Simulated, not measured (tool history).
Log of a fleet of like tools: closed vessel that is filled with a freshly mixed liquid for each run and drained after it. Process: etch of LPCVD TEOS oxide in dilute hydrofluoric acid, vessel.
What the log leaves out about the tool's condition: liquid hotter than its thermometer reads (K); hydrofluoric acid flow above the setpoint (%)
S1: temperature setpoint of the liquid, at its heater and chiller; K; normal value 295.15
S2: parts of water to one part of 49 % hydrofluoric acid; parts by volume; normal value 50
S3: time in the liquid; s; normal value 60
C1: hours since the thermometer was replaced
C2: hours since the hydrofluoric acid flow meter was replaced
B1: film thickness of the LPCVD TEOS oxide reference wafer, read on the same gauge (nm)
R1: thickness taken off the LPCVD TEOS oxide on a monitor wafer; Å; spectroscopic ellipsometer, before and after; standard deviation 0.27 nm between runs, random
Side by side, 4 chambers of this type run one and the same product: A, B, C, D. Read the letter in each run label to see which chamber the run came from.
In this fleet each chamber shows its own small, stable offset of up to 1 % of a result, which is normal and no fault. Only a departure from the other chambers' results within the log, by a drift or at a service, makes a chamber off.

Run 1B, hour 10.8: usual settings; C1 1061.6; C2 370.9; B1 150. Result: R1 384.1 Å.
Run 2C, hour 23.6: usual settings; C1 96.9; C2 1142.2; B1 150. Result: R1 378.91 Å.
Run 3D, hour 33.5: usual settings; C1 146.4; C2 511.4; B1 150.01. Result: R1 382.42 Å.
Run 4A, hour 42: usual settings; C1 359.2; C2 1218.2; B1 150.01. Result: R1 384.36 Å.
Run 5C, hour 51.6: usual settings; C1 124.9; C2 1170.2; B1 150.02. Result: R1 384.42 Å.
Run 6B, hour 62.5: usual settings; C1 1113.3; C2 422.6; B1 150. Result: R1 377.44 Å.
Run 7A, hour 72.7: usual settings; C1 389.9; C2 1248.9; B1 150.01. Result: R1 387.21 Å.
Run 8D, hour 84.3: usual settings; C1 197.2; C2 562.2; B1 150. Result: R1 378.19 Å.
Run 9B, hour 96.9: usual settings; C1 1147.7; C2 457; B1 150.02. Result: R1 386.81 Å.
Run 10A, hour 103.4: usual settings; C1 420.6; C2 1279.6; B1 150.01. Result: R1 381.94 Å.
Run 11D, hour 111.3: usual settings; C1 224.2; C2 589.2; B1 150.03. Result: R1 374.32 Å.
Run 12C, hour 120.6: usual settings; C1 193.9; C2 1239.2; B1 150.01. Result: R1 377.26 Å.
Run 13A, hour 130.1: usual settings; C1 447.3; C2 1306.3; B1 150. Result: R1 386.29 Å.
Run 14D, hour 138.3: usual settings; C1 251.2; C2 616.2; B1 150.03. Result: R1 380.46 Å.
Run 15B, hour 147.9: usual settings; C1 1198.7; C2 508; B1 150.02. Result: R1 384.93 Å.
Run 16C, hour 157.3: usual settings; C1 230.6; C2 1275.9; B1 149.98. Result: R1 381.03 Å.
Run 17B, hour 166.7: usual settings; C1 1217.5; C2 526.8; B1 150. Result: R1 385.41 Å.
Run 18D, hour 175.9: usual settings; C1 288.8; C2 653.8; B1 150. Result: R1 377.39 Å.
Run 19A, hour 182.1: usual settings; C1 499.3; C2 1358.3; B1 149.98. Result: R1 385.34 Å.
Run 20C, hour 189.2: usual settings; C1 262.5; C2 1307.8; B1 150. Result: R1 377.81 Å.
Run 21D, hour 196.5: usual settings but S2 65 parts by volume; C1 309.4; C2 674.4; B1 150.02. Result: R1 285.33 Å.
Run 22B, hour 207.9: usual settings but S2 65 parts by volume; C1 1258.7; C2 568; B1 150.01. Result: R1 293.53 Å.
Run 23A, hour 217.9: usual settings but S2 65 parts by volume; C1 535.1; C2 1394.1; B1 149.99. Result: R1 290.87 Å.
Run 24C, hour 230.1: usual settings but S2 65 parts by volume; C1 303.4; C2 1348.7; B1 150. Result: R1 284.95 Å.
Run 25B, hour 238.5: usual settings but S2 25 parts by volume; C1 1289.3; C2 598.6; B1 149.98. Result: R1 790.73 Å.
Run 26A, hour 250.8: usual settings but S2 25 parts by volume; C1 568; C2 1427; B1 150.01. Result: R1 783.89 Å.
Run 27D, hour 260.5: usual settings but S2 25 parts by volume; C1 373.4; C2 738.4; B1 149.98. Result: R1 787.66 Å.
Run 28C, hour 269.4: usual settings but S2 25 parts by volume; C1 342.7; C2 1388; B1 150.02. Result: R1 774.05 Å.
Run 29D, hour 278.1: usual settings but S2 70 parts by volume; C1 391; C2 756; B1 150.01. Result: R1 265.7 Å.
Run 30B, hour 290.3: usual settings but S2 70 parts by volume; C1 1341.1; C2 650.4; B1 150.03. Result: R1 274.68 Å.
Run 31A, hour 296.3: usual settings but S2 70 parts by volume; C1 613.5; C2 1472.5; B1 150.01. Result: R1 269.37 Å.
Run 32C, hour 303.9: usual settings but S2 70 parts by volume; C1 377.2; C2 1422.5; B1 150. Result: R1 266.13 Å.
Run 33B, hour 311.8: usual settings; C1 1362.6; C2 671.9; B1 150.01. Result: R1 397.32 Å.
Run 34C, hour 323.3: usual settings; C1 396.6; C2 1441.9; B1 150.02. Result: R1 376.88 Å.

Does one chamber stand apart from the rest, does the shared gauge drift, or is all well apart from small per-chamber offsets? Give the chamber and the most likely cause, where there is one.

Little by little, chamber B moves away from the other chambers.
Cause: liquid hotter than its thermometer reads (K) = 0.968.
It could be hard to tell apart here from: hydrofluoric acid flow above the setpoint (%).

Below are 4 candidate recipes for chamber B's next run, each the usual settings with a change, their results shown as question marks. Which of them brings B's results back in line with what the other chambers give on the usual settings?
To be in line, a result may differ from the other chambers' mean on the usual settings by at most: R1 9.4 Å
Run 35B-1, hour 332.5: usual settings but S3 65 s. Result: R1 ?.
Run 35B-2, hour 332.5: usual settings but S3 55 s. Result: R1 ?.
Run 35B-3, hour 332.5: usual settings but S1 296.15 K. Result: R1 ?.
Run 35B-4, hour 332.5: usual settings but S1 294.15 K. Result: R1 ?.

Usual-settings mean across the other chambers: R1 380.73 Å
  run      R1
35B-1  429.77
35B-2  363.65
35B-3  413.11
35B-4  380.68
The answer is 35B-4, which returns the chamber to within the allowed miss of the others.
